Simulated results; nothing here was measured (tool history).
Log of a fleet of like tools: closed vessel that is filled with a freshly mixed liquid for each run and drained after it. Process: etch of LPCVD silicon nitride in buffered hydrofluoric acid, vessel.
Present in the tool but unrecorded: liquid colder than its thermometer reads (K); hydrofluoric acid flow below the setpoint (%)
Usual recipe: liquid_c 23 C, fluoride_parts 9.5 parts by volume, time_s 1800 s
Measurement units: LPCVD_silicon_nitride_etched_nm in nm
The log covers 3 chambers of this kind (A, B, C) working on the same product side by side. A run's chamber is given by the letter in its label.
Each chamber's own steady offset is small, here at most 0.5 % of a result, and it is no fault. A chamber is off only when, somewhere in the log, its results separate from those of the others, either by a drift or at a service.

run   hour  liquid_c  fluoride_parts  time_s  hours since the thermometer was replaced  hours since the hydrofluoric acid flow meter was replaced  read-back film thickness of the LPCVD silicon nitride reference wafer, read on the same gauge (nm)  LPCVD_silicon_nitride_etched_nm
 1C    3.7        23             9.5    1800                                    1248.1                                                     1664.7                                                                                              130.03                           21.490
 2B    7.5        23             9.5    1800                                     434.3                                                      705.8                                                                                              129.99                           21.422
 3A   11.1        23             9.5    1800                                    1759.6                                                      528.3                                                                                              130.00                           21.430
 4C   15.5        23             9.5    1800                                    1259.9                                                     1676.5                                                                                              130.00                           21.514
 5A   19.5        23             9.5    1800                                    1768.0                                                      536.7                                                                                              130.00                           21.267
 6B   24.9        23             9.5    1800                                     451.7                                                      723.2                                                                                              130.00                           21.475
 7C   28.5        23             9.5    1800                                    1272.9                                                     1689.5                                                                                              130.01                           21.527
 8A   36.6        23             9.5    1800                                    1785.1                                                      553.8                                                                                              130.00                           21.422
 9B   44.5        23             9.5    1800                                     471.3                                                      742.8                                                                                              130.03                           21.651
10B   49.8        23             9.5    1800                                     476.6                                                      748.1                                                                                              130.01                           21.397
11A   54.2        23             9.5    1800                                    1802.7                                                      571.4                                                                                              129.98                           21.277
12C   59.4        23             9.5    1800                                    1303.8                                                     1720.4                                                                                              130.02                           21.470
13A   64.1        23             9.5    1800                                    1812.6                                                      581.3                                                                                              130.02                           21.606
14C   68.5        23             9.5    1800                                    1312.9                                                     1729.5                                                                                              130.01                           21.542
15B   74.2        23             9.5    1800                                     501.0                                                      772.5                                                                                              129.97                           20.963
16C   81.1        23             9.5    1800                                    1325.5                                                     1742.1                                                                                              130.00                           21.545
17A   85.2        23             9.5    1800                                    1833.7                                                      602.4                                                                                              129.99                           21.408
18B   90.3        23             9.5    1800                                     517.1                                                      788.6                                                                                              130.02                           20.710
19A   97.6        23             8.0    2440                                    1846.1                                                      614.8                                                                                              130.00                           33.997
20B  102.9        23             8.0    2440                                     529.7                                                      801.2                                                                                              130.02                           32.331
21C  106.8        23             8.0    2440                                    1351.2                                                     1767.8                                                                                              129.97                           34.437
22A  112.1        23             9.5    1800                                    1860.6                                                      629.3                                                                                              129.99                           21.581

Is one chamber off against the others, does the gauge drift, or is nothing wrong? If a chamber is off, say which, and what the likeliest cause is.

One chamber, B, drifts off from the rest bit by bit.
Cause: liquid colder than its thermometer reads (K) = 1.23.
From this log alone, it may not be told apart from: hydrofluoric acid flow below the setpoint (%).

Which of the 4 candidates below, each the usual settings with something changed and its results left as question marks, puts chamber B back in line with what the other chambers give on the usual settings?
A result is in line if it is within this distance of the other chambers' mean on the usual settings: LPCVD_silicon_nitride_etched_nm 0.450 nm
23B-1  117.9        23             9.5    1765                                                                                                                                                                                                                                         ?
23B-2  117.9        23             9.5    1835                                                                                                                                                                                                                                         ?
23B-3  117.9        23             9.5    1900                                                                                                                                                                                                                                         ?
23B-4  117.9        23             9.5    1705                                                                                                                                                                                                                                         ?

On the usual settings, the other chambers give on average: LPCVD_silicon_nitride_etched_nm 21.419 nm
  run  LPCVD_silicon_nitride_etched_nm
23B-1                           19.733
23B-2                           20.516
23B-3                           21.242
23B-4                           19.062
The right change is 23B-3: it brings the chamber back within the allowed miss of the others.

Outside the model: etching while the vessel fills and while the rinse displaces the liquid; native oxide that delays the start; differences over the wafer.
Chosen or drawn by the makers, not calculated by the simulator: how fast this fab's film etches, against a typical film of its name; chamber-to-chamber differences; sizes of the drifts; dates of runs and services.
